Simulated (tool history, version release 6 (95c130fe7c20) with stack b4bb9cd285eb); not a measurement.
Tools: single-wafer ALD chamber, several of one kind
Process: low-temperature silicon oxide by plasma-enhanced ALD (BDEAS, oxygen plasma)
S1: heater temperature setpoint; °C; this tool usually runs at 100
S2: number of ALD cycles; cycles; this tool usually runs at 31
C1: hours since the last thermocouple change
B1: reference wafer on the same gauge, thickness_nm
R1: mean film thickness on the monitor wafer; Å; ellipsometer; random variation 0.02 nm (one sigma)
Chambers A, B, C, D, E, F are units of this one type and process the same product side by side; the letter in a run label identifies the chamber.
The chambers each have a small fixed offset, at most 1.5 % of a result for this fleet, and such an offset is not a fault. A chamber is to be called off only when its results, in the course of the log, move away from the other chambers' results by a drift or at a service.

{"run": "1E", "hour": 3.9, "S1": 100, "S2": 31, "C1": 2097.8, "B1": 4.9759, "R1": 43.58}
{"run": "2C", "hour": 9.6, "S1": 100, "S2": 31, "C1": 282, "B1": 4.9779, "R1": 43.934}
{"run": "3B", "hour": 14.4, "S1": 100, "S2": 31, "C1": 735.9, "B1": 4.983, "R1": 43.863}
{"run": "4F", "hour": 19.6, "S1": 100, "S2": 31, "C1": 1639.1, "B1": 4.9769, "R1": 44.412}
{"run": "5D", "hour": 23.3, "S1": 100, "S2": 31, "C1": 30.4, "B1": 4.98, "R1": 44.257}
{"run": "6A", "hour": 28.3, "S1": 100, "S2": 31, "C1": 804.9, "B1": 4.9785, "R1": 44.67}
{"run": "7C", "hour": 32.4, "S1": 100, "S2": 31, "C1": 304.8, "B1": 4.9787, "R1": 43.962}
{"run": "8E", "hour": 38.8, "S1": 100, "S2": 31, "C1": 2132.7, "B1": 4.9806, "R1": 44.129}
{"run": "9A", "hour": 46.1, "S1": 113, "S2": 35, "C1": 822.7, "B1": 4.9774, "R1": 49.037}
{"run": "10F", "hour": 52.7, "S1": 113, "S2": 35, "C1": 1672.2, "B1": 4.9813, "R1": 49.061}
{"run": "11B", "hour": 56.9, "S1": 113, "S2": 35, "C1": 778.4, "B1": 4.9775, "R1": 48.792}
{"run": "12D", "hour": 61.3, "S1": 113, "S2": 35, "C1": 68.4, "B1": 4.983, "R1": 49.287}
{"run": "13B", "hour": 69.2, "S1": 113, "S2": 35, "C1": 790.7, "B1": 4.9777, "R1": 48.544}
{"run": "14E", "hour": 74.8, "S1": 113, "S2": 35, "C1": 2168.7, "B1": 4.981, "R1": 48.208}
{"run": "15D", "hour": 78.7, "S1": 100, "S2": 31, "C1": 85.8, "B1": 4.9803, "R1": 44.529}
{"run": "16C", "hour": 85.1, "S1": 100, "S2": 31, "C1": 357.5, "B1": 4.9799, "R1": 44.187}
{"run": "17A", "hour": 89.2, "S1": 100, "S2": 31, "C1": 865.8, "B1": 4.9828, "R1": 44.836}
{"run": "18F", "hour": 93.7, "S1": 100, "S2": 31, "C1": 1713.2, "B1": 4.9838, "R1": 44.624}
{"run": "19E", "hour": 101.9, "S1": 100, "S2": 31, "C1": 2195.8, "B1": 4.9774, "R1": 44.261}
{"run": "20B", "hour": 107.4, "S1": 100, "S2": 31, "C1": 828.9, "B1": 4.9779, "R1": 44.227}
{"run": "21D", "hour": 112.2, "S1": 93, "S2": 27, "C1": 119.3, "B1": 4.9811, "R1": 39.816}
{"run": "22C", "hour": 120.7, "S1": 93, "S2": 27, "C1": 393.1, "B1": 4.971, "R1": 39.328}
{"run": "23F", "hour": 125.5, "S1": 93, "S2": 27, "C1": 1745, "B1": 4.9742, "R1": 39.948}
{"run": "24A", "hour": 134.0, "S1": 93, "S2": 27, "C1": 910.6, "B1": 4.9766, "R1": 39.698}
{"run": "25D", "hour": 142.7, "S1": 93, "S2": 27, "C1": 149.8, "B1": 4.9796, "R1": 39.831}
{"run": "26B", "hour": 150.0, "S1": 93, "S2": 27, "C1": 871.5, "B1": 4.9816, "R1": 39.501}
{"run": "27A", "hour": 156.4, "S1": 90, "S2": 33, "C1": 933, "B1": 4.9806, "R1": 49.515}
{"run": "28F", "hour": 162.7, "S1": 90, "S2": 33, "C1": 1782.2, "B1": 4.9784, "R1": 49.584}
{"run": "29C", "hour": 171.1, "S1": 90, "S2": 33, "C1": 443.5, "B1": 4.9805, "R1": 48.771}
{"run": "30E", "hour": 176.7, "S1": 90, "S2": 33, "C1": 2270.6, "B1": 4.98, "R1": 48.369}
{"run": "31B", "hour": 184.0, "S1": 90, "S2": 33, "C1": 905.5, "B1": 4.9769, "R1": 48.704}
{"run": "32E", "hour": 191.0, "S1": 90, "S2": 33, "C1": 2284.9, "B1": 4.979, "R1": 48.706}
{"run": "33F", "hour": 197.0, "S1": 111, "S2": 25, "C1": 1816.5, "B1": 4.9862, "R1": 35.471}
{"run": "34C", "hour": 202.3, "S1": 111, "S2": 25, "C1": 474.7, "B1": 4.977, "R1": 34.687}
{"run": "35A", "hour": 209.7, "S1": 111, "S2": 25, "C1": 986.3, "B1": 4.9867, "R1": 35.211}
{"run": "36D", "hour": 217.7, "S1": 111, "S2": 25, "C1": 224.8, "B1": 4.9815, "R1": 35.379}
{"run": "37E", "hour": 223.7, "S1": 111, "S2": 25, "C1": 2317.6, "B1": 4.98, "R1": 34.642}
{"run": "38C", "hour": 230.9, "S1": 111, "S2": 25, "C1": 503.3, "B1": 4.9811, "R1": 34.983}
{"run": "39F", "hour": 236.3, "S1": 94, "S2": 31, "C1": 1855.8, "B1": 4.9787, "R1": 45.452}
{"run": "40A", "hour": 241.4, "S1": 94, "S2": 31, "C1": 1018, "B1": 4.9752, "R1": 45.15}
{"run": "41D", "hour": 246.6, "S1": 94, "S2": 31, "C1": 253.7, "B1": 4.9841, "R1": 45.565}

Next, every chamber runs the same settings. What will each give?
{"run": "42A", "hour": 252.9, "S1": 112, "S2": 31, "R1": "?"}
{"run": "42B", "hour": 252.9, "S1": 112, "S2": 31, "R1": "?"}
{"run": "42C", "hour": 252.9, "S1": 112, "S2": 31, "R1": "?"}
{"run": "42D", "hour": 252.9, "S1": 112, "S2": 31, "R1": "?"}
{"run": "42E", "hour": 252.9, "S1": 112, "S2": 31, "R1": "?"}
{"run": "42F", "hour": 252.9, "S1": 112, "S2": 31, "R1": "?"}

run=42A R1=43.578
run=42B R1=43.086
run=42C R1=43.375
run=42D R1=43.782
run=42E R1=42.886
run=42F R1=43.626

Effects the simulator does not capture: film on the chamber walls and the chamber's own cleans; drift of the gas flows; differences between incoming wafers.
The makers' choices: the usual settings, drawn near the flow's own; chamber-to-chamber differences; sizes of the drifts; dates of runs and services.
